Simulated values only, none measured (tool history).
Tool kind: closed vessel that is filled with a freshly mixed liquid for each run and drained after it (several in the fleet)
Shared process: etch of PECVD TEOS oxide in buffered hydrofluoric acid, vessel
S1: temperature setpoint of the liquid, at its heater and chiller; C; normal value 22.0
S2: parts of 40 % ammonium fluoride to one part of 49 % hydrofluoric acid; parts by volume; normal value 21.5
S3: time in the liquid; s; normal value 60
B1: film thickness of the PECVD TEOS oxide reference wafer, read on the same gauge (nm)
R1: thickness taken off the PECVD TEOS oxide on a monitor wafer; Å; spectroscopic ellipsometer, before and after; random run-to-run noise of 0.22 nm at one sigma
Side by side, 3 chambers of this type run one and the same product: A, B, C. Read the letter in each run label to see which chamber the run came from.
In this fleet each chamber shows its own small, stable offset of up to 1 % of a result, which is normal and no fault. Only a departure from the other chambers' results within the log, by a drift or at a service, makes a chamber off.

Run 1B, hour 13.7: usual settings; B1 140.01. Result: R1 427.27 Å.
Run 2C, hour 26.8: usual settings; B1 139.97. Result: R1 423.52 Å.
Run 3A, hour 41.0: usual settings; B1 139.99. Result: R1 418.40 Å.
At hour 48.9: chamber C: hydrofluoric acid flow meter replaced.
Run 4B, hour 53.7: usual settings; B1 140.00. Result: R1 421.59 Å.
Run 5A, hour 64.2: usual settings; B1 139.99. Result: R1 415.85 Å.
Run 6C, hour 78.6: usual settings; B1 140.00. Result: R1 423.56 Å.
Run 7C, hour 85.2: usual settings but S2 14.5 parts by volume, S3 80 s; B1 140.01. Result: R1 811.52 Å.
Run 8B, hour 91.6: usual settings but S2 14.5 parts by volume, S3 80 s; B1 140.00. Result: R1 822.73 Å.
Run 9A, hour 101.4: usual settings but S2 14.5 parts by volume, S3 80 s; B1 140.00. Result: R1 795.34 Å.
Run 10A, hour 108.4: usual settings; B1 139.99. Result: R1 417.70 Å.
Run 11B, hour 120.7: usual settings; B1 140.01. Result: R1 425.35 Å.
Run 12C, hour 134.1: usual settings; B1 139.99. Result: R1 433.33 Å.
At hour 134.4: chamber B: thermometer replaced.
Run 13A, hour 142.3: usual settings; B1 140.00. Result: R1 419.50 Å.
Run 14C, hour 149.0: usual settings; B1 139.99. Result: R1 427.33 Å.
Run 15B, hour 159.1: usual settings; B1 139.99. Result: R1 422.82 Å.
Run 16B, hour 173.2: usual settings but S1 24.5 C, S3 40 s; B1 139.99. Result: R1 323.10 Å.
Run 17A, hour 186.9: usual settings but S1 24.5 C, S3 40 s; B1 140.00. Result: R1 318.11 Å.
At hour 193.2: chamber A: thermometer replaced.
Run 18C, hour 198.3: usual settings but S1 24.5 C, S3 40 s; B1 139.99. Result: R1 332.92 Å.
Run 19C, hour 212.7: usual settings; B1 140.02. Result: R1 429.99 Å.
Run 20A, hour 220.3: usual settings; B1 139.99. Result: R1 415.19 Å.
Run 21B, hour 232.1: usual settings; B1 140.02. Result: R1 420.49 Å.
Run 22B, hour 241.3: usual settings; B1 139.99. Result: R1 421.30 Å.
Run 23A, hour 254.1: usual settings but S1 20.5 C; B1 140.01. Result: R1 384.21 Å.

Each of the 3 chambers runs these same settings next. Fill in every chamber's results:
Run 24A, hour 264.5: usual settings. Result: R1 ?.
Run 24B, hour 264.5: usual settings. Result: R1 ?.
Run 24C, hour 264.5: usual settings. Result: R1 ?.

run      R1
24A  419.10
24B  423.36
24C  428.55
